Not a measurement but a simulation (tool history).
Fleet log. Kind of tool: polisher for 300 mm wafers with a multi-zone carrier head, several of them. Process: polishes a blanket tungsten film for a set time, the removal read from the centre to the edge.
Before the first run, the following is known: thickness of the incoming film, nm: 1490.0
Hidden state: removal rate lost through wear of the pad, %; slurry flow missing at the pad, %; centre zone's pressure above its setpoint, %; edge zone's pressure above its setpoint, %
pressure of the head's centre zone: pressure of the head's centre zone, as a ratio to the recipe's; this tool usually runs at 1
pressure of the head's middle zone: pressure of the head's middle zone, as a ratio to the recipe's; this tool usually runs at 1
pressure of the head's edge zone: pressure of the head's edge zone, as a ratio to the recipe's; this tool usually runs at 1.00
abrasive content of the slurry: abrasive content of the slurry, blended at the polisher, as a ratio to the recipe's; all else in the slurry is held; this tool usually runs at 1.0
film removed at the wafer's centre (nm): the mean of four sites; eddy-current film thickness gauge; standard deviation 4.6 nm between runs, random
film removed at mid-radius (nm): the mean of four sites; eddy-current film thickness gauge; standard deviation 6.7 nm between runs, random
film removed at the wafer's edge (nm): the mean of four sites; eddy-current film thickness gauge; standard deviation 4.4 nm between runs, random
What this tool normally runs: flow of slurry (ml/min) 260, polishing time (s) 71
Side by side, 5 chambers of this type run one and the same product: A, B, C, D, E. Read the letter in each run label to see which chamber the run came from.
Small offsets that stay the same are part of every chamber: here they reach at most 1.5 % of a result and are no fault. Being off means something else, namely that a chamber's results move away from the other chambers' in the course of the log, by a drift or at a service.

run,hour,flow of slurry (ml/min),pressure of the head's centre zone,pressure of the head's middle zone,pressure of the head's edge zone,abrasive content of the slurry,polishing time (s),wafers polished on this pad,hours since the slurry nozzle was cleaned,hours since the centre zone pressure was calibrated,hours since the edge zone pressure was calibrated,film removed at the wafer's centre (nm),film removed at mid-radius (nm),film removed at the wafer's edge (nm)
1C,7.7,260,1,1,1.00,1.0,71,529,423.5,131.6,309.8,551.09,544.50,552.46
2A,12.8,260,1,1,1.00,1.0,71,1334,250.9,971.3,1003.0,555.48,547.70,559.98
3E,20.6,260,1,1,1.00,1.0,71,560,178.9,263.3,246.4,553.82,556.46,558.21
# hour 22.3: chamber A: worn pad replaced by a new one
4D,25.2,260,1,1,1.00,1.0,71,719,410.0,79.1,535.3,557.98,546.85,546.39
5B,32.9,260,1,1,1.00,1.0,71,515,68.1,1181.7,476.9,554.53,549.88,546.27
6B,39.6,260,1,1,1.00,1.0,71,563,74.8,1188.4,483.6,559.34,539.05,554.24
7A,46.2,260,1,1,1.00,1.0,71,174,284.3,1004.7,1036.4,549.53,554.50,551.46
8E,51.9,260,1,1,1.00,1.0,71,787,210.2,294.6,277.7,553.88,566.42,557.05
# hour 56.6: chamber B: worn pad replaced by a new one
9D,59.9,260,1,1,1.00,1.0,71,971,444.7,113.8,570.0,560.50,553.44,550.36
10C,64.8,260,1,1,1.00,1.0,71,944,480.6,188.7,366.9,549.83,542.05,550.17
# hour 66.5: chamber C: worn pad replaced by a new one
11A,72.6,340,1,1,1.00,1.1,71,366,310.7,1031.1,1062.8,574.99,585.02,576.54
# hour 72.8: chamber D: worn pad replaced by a new one
12C,78.2,340,1,1,1.00,1.1,71,85,494.0,202.1,380.3,577.87,570.81,573.43
13E,84.6,340,1,1,1.00,1.1,71,1025,242.9,327.3,310.4,586.90,579.22,588.64
14B,88.6,340,1,1,1.00,1.1,71,233,123.8,1237.4,532.6,576.24,583.42,581.17
# hour 89.5: chamber B: centre zone pressure recalibrated
15D,94.1,340,1,1,1.00,1.1,71,155,478.9,148.0,604.2,583.25,583.37,575.57
# hour 97.3: chamber E: slurry nozzle cleaned
16B,99.1,260,1,1,1.00,1.0,71,309,134.3,9.6,543.1,554.65,547.75,546.56
# hour 104.3: chamber A: centre zone pressure recalibrated
17C,105.7,260,1,1,1.00,1.0,71,285,521.5,229.6,407.8,545.40,557.20,551.43
# hour 113.2: chamber E: worn pad replaced by a new one
18A,113.6,260,1,1,1.00,1.0,71,664,351.7,9.3,1103.8,602.21,545.42,552.29
19D,120.9,260,1,1,1.11,1.0,54,350,505.7,174.8,631.0,420.39,426.03,438.13
20E,125.7,260,1,1,1.11,1.0,54,91,28.4,368.4,351.5,416.51,421.46,445.67
21E,132.0,260,1,1,1.11,1.0,54,137,34.7,374.7,357.8,421.50,420.05,446.65
22A,137.1,260,1,1,1.11,1.0,54,835,375.2,32.8,1127.3,454.34,426.67,441.35
23C,143.9,260,1,1,1.11,1.0,54,563,559.7,267.8,446.0,424.01,424.89,444.51
# hour 146.1: chamber B: worn pad replaced by a new one
24B,149.9,260,1,1,1.00,1.0,71,28,185.1,60.4,593.9,555.42,563.56,556.84
25D,154.8,260,1,1,1.00,1.0,71,596,539.6,208.7,664.9,568.57,546.88,556.20
26A,158.3,260,1,1,1.00,1.0,71,989,396.4,54.0,1148.5,603.53,537.87,554.96
27E,161.9,260,1,1,1.00,1.0,71,354,64.6,404.6,387.7,562.82,549.72,556.72
28D,166.1,260,1,1,1.00,1.0,71,679,550.9,220.0,676.2,557.94,540.79,546.67
29B,173.2,260,1,1,1.00,1.0,71,197,208.4,83.7,617.2,552.75,550.72,552.05
30C,176.9,260,1,1,1.00,1.0,63,803,592.7,300.8,479.0,488.52,483.38,490.64
31D,183.7,260,1,1,1.00,1.0,63,807,568.5,237.6,693.8,497.22,477.58,487.67
32C,190.1,260,1,1,1.00,1.0,63,899,605.9,314.0,492.2,492.14,485.50,486.84
33A,195.7,260,1,1,1.00,1.0,63,1261,433.8,91.4,1185.9,528.14,490.92,492.12

Is one chamber out of step, is the gauge drifting, or do the chambers differ by no more than their own small offsets? For an off chamber, give its letter and the likeliest cause.

After it was serviced, chamber A no longer matches the other chambers.
Likeliest cause: centre zone's pressure above its setpoint, % = 7.5.

Below are 4 candidate recipes for chamber A's next run, each the usual settings with a change, their results shown as question marks. Which of them brings A's results back in line with what the other chambers give on the usual settings?
Counts as in line when no further than this from what the other chambers average on the usual settings: film removed at the wafer's centre (nm) 16.00; film removed at mid-radius (nm) 23.00; film removed at the wafer's edge (nm) 16.00
34A-1,201.6,265,1.06,0.98,0.98,1.0,72,,,,,?,?,?
34A-2,201.6,255,0.94,1.02,1.02,1.0,70,,,,,?,?,?
34A-3,201.6,255,0.90,1.03,1.03,1.0,70,,,,,?,?,?
34A-4,201.6,265,1.10,0.97,0.97,1.0,72,,,,,?,?,?

Other chambers, usual settings, mean: film removed at the wafer's centre (nm) 555.62; film removed at mid-radius (nm) 552.18; film removed at the wafer's edge (nm) 551.58
run,film removed at the wafer's centre (nm),film removed at mid-radius (nm),film removed at the wafer's edge (nm)
34A-1,643.03,547.98,557.61
34A-2,547.06,550.71,551.50
34A-3,521.99,555.81,554.27
34A-4,668.92,542.72,554.73
With 34A-2, the chamber falls back in line with the rest.
